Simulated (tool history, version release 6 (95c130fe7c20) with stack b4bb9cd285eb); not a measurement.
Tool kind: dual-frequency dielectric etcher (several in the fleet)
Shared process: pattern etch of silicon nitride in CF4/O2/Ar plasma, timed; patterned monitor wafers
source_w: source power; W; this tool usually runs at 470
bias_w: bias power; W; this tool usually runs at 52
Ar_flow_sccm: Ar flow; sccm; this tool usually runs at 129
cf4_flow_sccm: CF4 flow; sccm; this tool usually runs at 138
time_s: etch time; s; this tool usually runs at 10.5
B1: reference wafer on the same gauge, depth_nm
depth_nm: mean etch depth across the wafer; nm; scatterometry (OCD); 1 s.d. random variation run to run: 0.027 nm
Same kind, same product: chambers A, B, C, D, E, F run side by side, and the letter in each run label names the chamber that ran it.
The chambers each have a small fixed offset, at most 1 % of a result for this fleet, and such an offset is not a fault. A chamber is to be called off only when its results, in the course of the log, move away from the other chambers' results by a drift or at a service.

{"hour": 0.7, "done": "chamber D: Ar flow controller replaced"}
{"run": "1E", "hour": 7.8, "source_w": 470, "bias_w": 52, "Ar_flow_sccm": 129, "cf4_flow_sccm": 138, "time_s": 10.5, "B1": 19.2, "depth_nm": 19.453}
{"run": "2A", "hour": 18.6, "source_w": 470, "bias_w": 52, "Ar_flow_sccm": 129, "cf4_flow_sccm": 138, "time_s": 10.5, "B1": 19.215, "depth_nm": 19.271}
{"run": "3B", "hour": 24.5, "source_w": 470, "bias_w": 52, "Ar_flow_sccm": 129, "cf4_flow_sccm": 138, "time_s": 10.5, "B1": 19.208, "depth_nm": 19.408}
{"run": "4F", "hour": 30.0, "source_w": 470, "bias_w": 52, "Ar_flow_sccm": 129, "cf4_flow_sccm": 138, "time_s": 10.5, "B1": 19.208, "depth_nm": 19.238}
{"run": "5C", "hour": 40.5, "source_w": 470, "bias_w": 52, "Ar_flow_sccm": 129, "cf4_flow_sccm": 138, "time_s": 10.5, "B1": 19.211, "depth_nm": 19.489}
{"run": "6D", "hour": 47.3, "source_w": 470, "bias_w": 52, "Ar_flow_sccm": 129, "cf4_flow_sccm": 138, "time_s": 10.5, "B1": 19.218, "depth_nm": 19.315}
{"run": "7A", "hour": 52.8, "source_w": 470, "bias_w": 52, "Ar_flow_sccm": 129, "cf4_flow_sccm": 138, "time_s": 10.5, "B1": 19.22, "depth_nm": 19.285}
{"run": "8B", "hour": 59.3, "source_w": 470, "bias_w": 52, "Ar_flow_sccm": 129, "cf4_flow_sccm": 138, "time_s": 10.5, "B1": 19.223, "depth_nm": 19.423}
{"run": "9E", "hour": 65.4, "source_w": 470, "bias_w": 52, "Ar_flow_sccm": 129, "cf4_flow_sccm": 138, "time_s": 10.5, "B1": 19.223, "depth_nm": 19.499}
{"hour": 66.1, "done": "chamber B: CF4 flow controller replaced"}
{"run": "10F", "hour": 72.2, "source_w": 470, "bias_w": 52, "Ar_flow_sccm": 129, "cf4_flow_sccm": 138, "time_s": 10.5, "B1": 19.23, "depth_nm": 19.331}
{"run": "11C", "hour": 80.8, "source_w": 470, "bias_w": 52, "Ar_flow_sccm": 129, "cf4_flow_sccm": 138, "time_s": 10.5, "B1": 19.234, "depth_nm": 19.475}
{"hour": 88.0, "done": "chamber A: wet clean of the chamber"}
{"run": "12D", "hour": 90.9, "source_w": 470, "bias_w": 52, "Ar_flow_sccm": 129, "cf4_flow_sccm": 138, "time_s": 10.5, "B1": 19.239, "depth_nm": 19.349}
{"run": "13D", "hour": 100.7, "source_w": 470, "bias_w": 52, "Ar_flow_sccm": 129, "cf4_flow_sccm": 138, "time_s": 10.5, "B1": 19.233, "depth_nm": 19.362}
{"hour": 108.5, "done": "chamber D: wet clean of the chamber"}
{"run": "14E", "hour": 111.4, "source_w": 470, "bias_w": 52, "Ar_flow_sccm": 129, "cf4_flow_sccm": 138, "time_s": 10.5, "B1": 19.233, "depth_nm": 19.459}
{"run": "15C", "hour": 118.4, "source_w": 470, "bias_w": 52, "Ar_flow_sccm": 129, "cf4_flow_sccm": 138, "time_s": 10.5, "B1": 19.246, "depth_nm": 19.487}
{"hour": 123.9, "done": "chamber E: wet clean of the chamber"}
{"run": "16B", "hour": 126.8, "source_w": 470, "bias_w": 52, "Ar_flow_sccm": 129, "cf4_flow_sccm": 138, "time_s": 10.5, "B1": 19.243, "depth_nm": 19.416}
{"run": "17A", "hour": 134.3, "source_w": 470, "bias_w": 52, "Ar_flow_sccm": 129, "cf4_flow_sccm": 138, "time_s": 10.5, "B1": 19.252, "depth_nm": 19.28}
{"run": "18F", "hour": 141.1, "source_w": 470, "bias_w": 52, "Ar_flow_sccm": 129, "cf4_flow_sccm": 138, "time_s": 12, "B1": 19.253, "depth_nm": 22.067}
{"run": "19C", "hour": 147.0, "source_w": 470, "bias_w": 52, "Ar_flow_sccm": 129, "cf4_flow_sccm": 138, "time_s": 12, "B1": 19.256, "depth_nm": 22.362}
{"run": "20B", "hour": 154.6, "source_w": 470, "bias_w": 52, "Ar_flow_sccm": 129, "cf4_flow_sccm": 138, "time_s": 12, "B1": 19.255, "depth_nm": 22.287}
{"run": "21A", "hour": 161.2, "source_w": 470, "bias_w": 52, "Ar_flow_sccm": 129, "cf4_flow_sccm": 138, "time_s": 12, "B1": 19.263, "depth_nm": 22.041}
{"run": "22D", "hour": 169.7, "source_w": 470, "bias_w": 52, "Ar_flow_sccm": 129, "cf4_flow_sccm": 138, "time_s": 12, "B1": 19.26, "depth_nm": 22.158}
{"hour": 172.3, "done": "chamber F: wet clean of the chamber"}
{"run": "23F", "hour": 178.3, "source_w": 470, "bias_w": 52, "Ar_flow_sccm": 129, "cf4_flow_sccm": 138, "time_s": 12, "B1": 19.265, "depth_nm": 22.078}
{"run": "24E", "hour": 186.3, "source_w": 470, "bias_w": 52, "Ar_flow_sccm": 129, "cf4_flow_sccm": 138, "time_s": 10.5, "B1": 19.274, "depth_nm": 19.494}
{"hour": 186.4, "done": "chamber D: CF4 flow controller replaced"}
{"run": "25B", "hour": 194.5, "source_w": 470, "bias_w": 52, "Ar_flow_sccm": 129, "cf4_flow_sccm": 138, "time_s": 10.5, "B1": 19.276, "depth_nm": 19.5}
{"run": "26D", "hour": 199.5, "source_w": 470, "bias_w": 52, "Ar_flow_sccm": 129, "cf4_flow_sccm": 138, "time_s": 10.5, "B1": 19.275, "depth_nm": 19.421}
{"run": "27F", "hour": 206.7, "source_w": 470, "bias_w": 52, "Ar_flow_sccm": 129, "cf4_flow_sccm": 138, "time_s": 10.5, "B1": 19.283, "depth_nm": 19.373}
{"run": "28A", "hour": 217.1, "source_w": 470, "bias_w": 52, "Ar_flow_sccm": 129, "cf4_flow_sccm": 138, "time_s": 10.5, "B1": 19.282, "depth_nm": 19.314}
{"run": "29E", "hour": 223.0, "source_w": 470, "bias_w": 52, "Ar_flow_sccm": 129, "cf4_flow_sccm": 138, "time_s": 10.5, "B1": 19.286, "depth_nm": 19.469}
{"run": "30C", "hour": 231.1, "source_w": 470, "bias_w": 52, "Ar_flow_sccm": 159, "cf4_flow_sccm": 111, "time_s": 10.5, "B1": 19.285, "depth_nm": 18.485}
{"hour": 231.7, "done": "chamber C: wet clean of the chamber"}
{"run": "31C", "hour": 241.4, "source_w": 470, "bias_w": 52, "Ar_flow_sccm": 159, "cf4_flow_sccm": 111, "time_s": 10.5, "B1": 19.29, "depth_nm": 18.518}
{"run": "32E", "hour": 250.2, "source_w": 470, "bias_w": 52, "Ar_flow_sccm": 159, "cf4_flow_sccm": 111, "time_s": 10.5, "B1": 19.292, "depth_nm": 18.496}
{"run": "33A", "hour": 256.3, "source_w": 470, "bias_w": 52, "Ar_flow_sccm": 159, "cf4_flow_sccm": 111, "time_s": 10.5, "B1": 19.291, "depth_nm": 18.331}
{"run": "34D", "hour": 265.9, "source_w": 470, "bias_w": 52, "Ar_flow_sccm": 159, "cf4_flow_sccm": 111, "time_s": 10.5, "B1": 19.3, "depth_nm": 18.454}
{"hour": 273.0, "done": "chamber F: Ar flow controller replaced"}
{"run": "35B", "hour": 274.6, "source_w": 470, "bias_w": 52, "Ar_flow_sccm": 159, "cf4_flow_sccm": 111, "time_s": 10.5, "B1": 19.303, "depth_nm": 18.514}
{"run": "36F", "hour": 281.5, "source_w": 470, "bias_w": 52, "Ar_flow_sccm": 129, "cf4_flow_sccm": 138, "time_s": 10.5, "B1": 19.298, "depth_nm": 19.364}
{"run": "37B", "hour": 288.9, "source_w": 470, "bias_w": 52, "Ar_flow_sccm": 129, "cf4_flow_sccm": 138, "time_s": 10.5, "B1": 19.308, "depth_nm": 19.492}
{"run": "38E", "hour": 296.3, "source_w": 470, "bias_w": 52, "Ar_flow_sccm": 129, "cf4_flow_sccm": 164, "time_s": 10.5, "B1": 19.303, "depth_nm": 19.975}

Has any chamber moved away from the others, gradually or after a service, or does the common gauge drift, or do the chambers differ only by their own small steady offsets? State the chamber and the most likely cause if one applies.

It is the gauge, not a chamber: its drift shows up in every chamber's results at once, and no chamber is off.
Most likely cause: gauge reads high (%) = 0.582.

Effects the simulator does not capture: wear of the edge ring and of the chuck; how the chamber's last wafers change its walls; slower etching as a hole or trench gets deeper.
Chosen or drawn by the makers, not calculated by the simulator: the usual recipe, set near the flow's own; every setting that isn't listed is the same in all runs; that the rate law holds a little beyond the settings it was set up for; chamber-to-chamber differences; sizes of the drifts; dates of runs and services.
